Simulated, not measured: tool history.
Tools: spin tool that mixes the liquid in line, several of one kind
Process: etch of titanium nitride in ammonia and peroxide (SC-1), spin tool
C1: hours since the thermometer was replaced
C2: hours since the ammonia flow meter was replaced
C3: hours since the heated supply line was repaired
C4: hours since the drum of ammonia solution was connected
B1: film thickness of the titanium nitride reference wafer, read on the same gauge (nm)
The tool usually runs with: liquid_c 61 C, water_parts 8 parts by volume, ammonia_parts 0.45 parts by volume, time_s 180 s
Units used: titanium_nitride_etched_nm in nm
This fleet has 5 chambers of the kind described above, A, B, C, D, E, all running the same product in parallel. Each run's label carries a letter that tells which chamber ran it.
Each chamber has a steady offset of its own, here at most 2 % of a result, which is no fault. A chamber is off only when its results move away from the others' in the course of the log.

{"run": "1D", "hour": 7.7, "liquid_c": 61, "water_parts": 8, "ammonia_parts": 0.45, "time_s": 180, "C1": 1508.9, "C2": 406.6, "C3": 2080.4, "C4": 133.2, "B1": 129.99, "titanium_nitride_etched_nm": 22.697}
{"hour": 13.7, "done": "chamber B: new drum of ammonia solution connected"}
{"run": "2A", "hour": 21.2, "liquid_c": 61, "water_parts": 8, "ammonia_parts": 0.45, "time_s": 180, "C1": 334.6, "C2": 515.7, "C3": 76.1, "C4": 126.2, "B1": 130.01, "titanium_nitride_etched_nm": 22.712}
{"run": "3E", "hour": 29.1, "liquid_c": 61, "water_parts": 8, "ammonia_parts": 0.45, "time_s": 180, "C1": 2478, "C2": 618.5, "C3": 821.9, "C4": 628.3, "B1": 130.02, "titanium_nitride_etched_nm": 22.129}
{"run": "4C", "hour": 40.0, "liquid_c": 61, "water_parts": 8, "ammonia_parts": 0.45, "time_s": 180, "C1": 1436.1, "C2": 688.3, "C3": 1143.3, "C4": 370.4, "B1": 130.01, "titanium_nitride_etched_nm": 22.389}
{"run": "5B", "hour": 51.6, "liquid_c": 61, "water_parts": 8, "ammonia_parts": 0.45, "time_s": 180, "C1": 406.8, "C2": 1279.3, "C3": 242.4, "C4": 37.9, "B1": 130, "titanium_nitride_etched_nm": 22.588}
{"run": "6A", "hour": 65.6, "liquid_c": 61, "water_parts": 8, "ammonia_parts": 0.45, "time_s": 180, "C1": 379, "C2": 560.1, "C3": 120.5, "C4": 170.6, "B1": 129.98, "titanium_nitride_etched_nm": 22.582}
{"run": "7B", "hour": 76.4, "liquid_c": 61, "water_parts": 8, "ammonia_parts": 0.45, "time_s": 180, "C1": 431.6, "C2": 1304.1, "C3": 267.2, "C4": 62.7, "B1": 129.99, "titanium_nitride_etched_nm": 22.339}
{"hour": 84.1, "done": "chamber C: heated supply line repaired"}
{"run": "8D", "hour": 88.4, "liquid_c": 61, "water_parts": 8, "ammonia_parts": 0.45, "time_s": 180, "C1": 1589.6, "C2": 487.3, "C3": 2161.1, "C4": 213.9, "B1": 130.01, "titanium_nitride_etched_nm": 22.297}
{"run": "9E", "hour": 104.4, "liquid_c": 61, "water_parts": 8, "ammonia_parts": 0.45, "time_s": 180, "C1": 2553.3, "C2": 693.8, "C3": 897.2, "C4": 703.6, "B1": 130.02, "titanium_nitride_etched_nm": 22.257}
{"hour": 111.5, "done": "chamber E: new drum of ammonia solution connected"}
{"run": "10C", "hour": 117.6, "liquid_c": 61, "water_parts": 8, "ammonia_parts": 0.45, "time_s": 180, "C1": 1513.7, "C2": 765.9, "C3": 33.5, "C4": 448, "B1": 130.03, "titanium_nitride_etched_nm": 22.527}
{"hour": 123.4, "done": "chamber D: ammonia flow meter replaced"}
{"run": "11D", "hour": 128.3, "liquid_c": 58, "water_parts": 8, "ammonia_parts": 0.45, "time_s": 180, "C1": 1629.5, "C2": 5, "C3": 2201, "C4": 253.8, "B1": 129.98, "titanium_nitride_etched_nm": 18.209}
{"run": "12C", "hour": 136.8, "liquid_c": 58, "water_parts": 8, "ammonia_parts": 0.45, "time_s": 180, "C1": 1532.9, "C2": 785.1, "C3": 52.7, "C4": 467.2, "B1": 130.01, "titanium_nitride_etched_nm": 18.244}
{"run": "13E", "hour": 150.4, "liquid_c": 58, "water_parts": 8, "ammonia_parts": 0.45, "time_s": 180, "C1": 2599.3, "C2": 739.8, "C3": 943.2, "C4": 38.9, "B1": 129.99, "titanium_nitride_etched_nm": 18.247}
{"run": "14A", "hour": 160.4, "liquid_c": 58, "water_parts": 8, "ammonia_parts": 0.45, "time_s": 180, "C1": 473.8, "C2": 654.9, "C3": 215.3, "C4": 265.4, "B1": 130, "titanium_nitride_etched_nm": 18.843}
{"hour": 169.5, "done": "chamber B: ammonia flow meter replaced"}
{"run": "15B", "hour": 170.2, "liquid_c": 58, "water_parts": 8, "ammonia_parts": 0.45, "time_s": 180, "C1": 525.4, "C2": 0.8, "C3": 361, "C4": 156.5, "B1": 129.97, "titanium_nitride_etched_nm": 18.591}
{"run": "16A", "hour": 178.0, "liquid_c": 61, "water_parts": 10, "ammonia_parts": 0.45, "time_s": 130, "C1": 491.4, "C2": 672.5, "C3": 232.9, "C4": 283, "B1": 130.03, "titanium_nitride_etched_nm": 14.773}
{"run": "17B", "hour": 188.6, "liquid_c": 61, "water_parts": 10, "ammonia_parts": 0.45, "time_s": 130, "C1": 543.8, "C2": 19.2, "C3": 379.4, "C4": 174.9, "B1": 130, "titanium_nitride_etched_nm": 14.518}
{"run": "18D", "hour": 198.8, "liquid_c": 61, "water_parts": 10, "ammonia_parts": 0.45, "time_s": 130, "C1": 1700, "C2": 75.5, "C3": 2271.5, "C4": 324.3, "B1": 129.99, "titanium_nitride_etched_nm": 13.911}
{"run": "19C", "hour": 211.9, "liquid_c": 61, "water_parts": 10, "ammonia_parts": 0.45, "time_s": 130, "C1": 1608, "C2": 860.2, "C3": 127.8, "C4": 542.3, "B1": 130.02, "titanium_nitride_etched_nm": 14.33}
{"run": "20E", "hour": 224.0, "liquid_c": 61, "water_parts": 10, "ammonia_parts": 0.45, "time_s": 130, "C1": 2672.9, "C2": 813.4, "C3": 1016.8, "C4": 112.5, "B1": 130.02, "titanium_nitride_etched_nm": 14.455}
{"run": "21E", "hour": 235.7, "liquid_c": 61, "water_parts": 8, "ammonia_parts": 0.45, "time_s": 180, "C1": 2684.6, "C2": 825.1, "C3": 1028.5, "C4": 124.2, "B1": 130, "titanium_nitride_etched_nm": 22.384}
{"run": "22B", "hour": 249.6, "liquid_c": 61, "water_parts": 8, "ammonia_parts": 0.45, "time_s": 180, "C1": 604.8, "C2": 80.2, "C3": 440.4, "C4": 235.9, "B1": 130.02, "titanium_nitride_etched_nm": 22.465}
{"run": "23D", "hour": 261.3, "liquid_c": 61, "water_parts": 8, "ammonia_parts": 0.55, "time_s": 260, "C1": 1762.5, "C2": 138, "C3": 2334, "C4": 386.8, "B1": 129.98, "titanium_nitride_etched_nm": 31.009}
{"run": "24C", "hour": 268.3, "liquid_c": 61, "water_parts": 8, "ammonia_parts": 0.55, "time_s": 260, "C1": 1664.4, "C2": 916.6, "C3": 184.2, "C4": 598.7, "B1": 129.98, "titanium_nitride_etched_nm": 33.699}
{"run": "25A", "hour": 284.0, "liquid_c": 61, "water_parts": 8, "ammonia_parts": 0.55, "time_s": 260, "C1": 597.4, "C2": 778.5, "C3": 338.9, "C4": 389, "B1": 130.01, "titanium_nitride_etched_nm": 33.822}
{"run": "26D", "hour": 293.1, "liquid_c": 61, "water_parts": 8, "ammonia_parts": 0.55, "time_s": 260, "C1": 1794.3, "C2": 169.8, "C3": 2365.8, "C4": 418.6, "B1": 130.01, "titanium_nitride_etched_nm": 30.504}
{"run": "27C", "hour": 305.6, "liquid_c": 61, "water_parts": 8, "ammonia_parts": 0.55, "time_s": 260, "C1": 1701.7, "C2": 953.9, "C3": 221.5, "C4": 636, "B1": 129.99, "titanium_nitride_etched_nm": 33.383}
{"run": "28B", "hour": 317.2, "liquid_c": 61, "water_parts": 8, "ammonia_parts": 0.45, "time_s": 180, "C1": 672.4, "C2": 147.8, "C3": 508, "C4": 303.5, "B1": 130.02, "titanium_nitride_etched_nm": 22.336}
{"run": "29A", "hour": 331.5, "liquid_c": 61, "water_parts": 8, "ammonia_parts": 0.45, "time_s": 180, "C1": 644.9, "C2": 826, "C3": 386.4, "C4": 436.5, "B1": 130.03, "titanium_nitride_etched_nm": 22.84}
{"run": "30E", "hour": 347.2, "liquid_c": 61, "water_parts": 8, "ammonia_parts": 0.45, "time_s": 180, "C1": 2796.1, "C2": 936.6, "C3": 1140, "C4": 235.7, "B1": 130, "titanium_nitride_etched_nm": 22.559}

Next, all 5 chambers run the settings below, one line each with question marks for the results. What does each chamber give?
{"run": "31A", "hour": 358.7, "liquid_c": 61, "water_parts": 8, "ammonia_parts": 0.45, "time_s": 220, "titanium_nitride_etched_nm": "?"}
{"run": "31B", "hour": 358.7, "liquid_c": 61, "water_parts": 8, "ammonia_parts": 0.45, "time_s": 220, "titanium_nitride_etched_nm": "?"}
{"run": "31C", "hour": 358.7, "liquid_c": 61, "water_parts": 8, "ammonia_parts": 0.45, "time_s": 220, "titanium_nitride_etched_nm": "?"}
{"run": "31D", "hour": 358.7, "liquid_c": 61, "water_parts": 8, "ammonia_parts": 0.45, "time_s": 220, "titanium_nitride_etched_nm": "?"}
{"run": "31E", "hour": 358.7, "liquid_c": 61, "water_parts": 8, "ammonia_parts": 0.45, "time_s": 220, "titanium_nitride_etched_nm": "?"}

run=31A titanium_nitride_etched_nm=27.957
run=31B titanium_nitride_etched_nm=27.35
run=31C titanium_nitride_etched_nm=27.524
run=31D titanium_nitride_etched_nm=24.785
run=31E titanium_nitride_etched_nm=27.377

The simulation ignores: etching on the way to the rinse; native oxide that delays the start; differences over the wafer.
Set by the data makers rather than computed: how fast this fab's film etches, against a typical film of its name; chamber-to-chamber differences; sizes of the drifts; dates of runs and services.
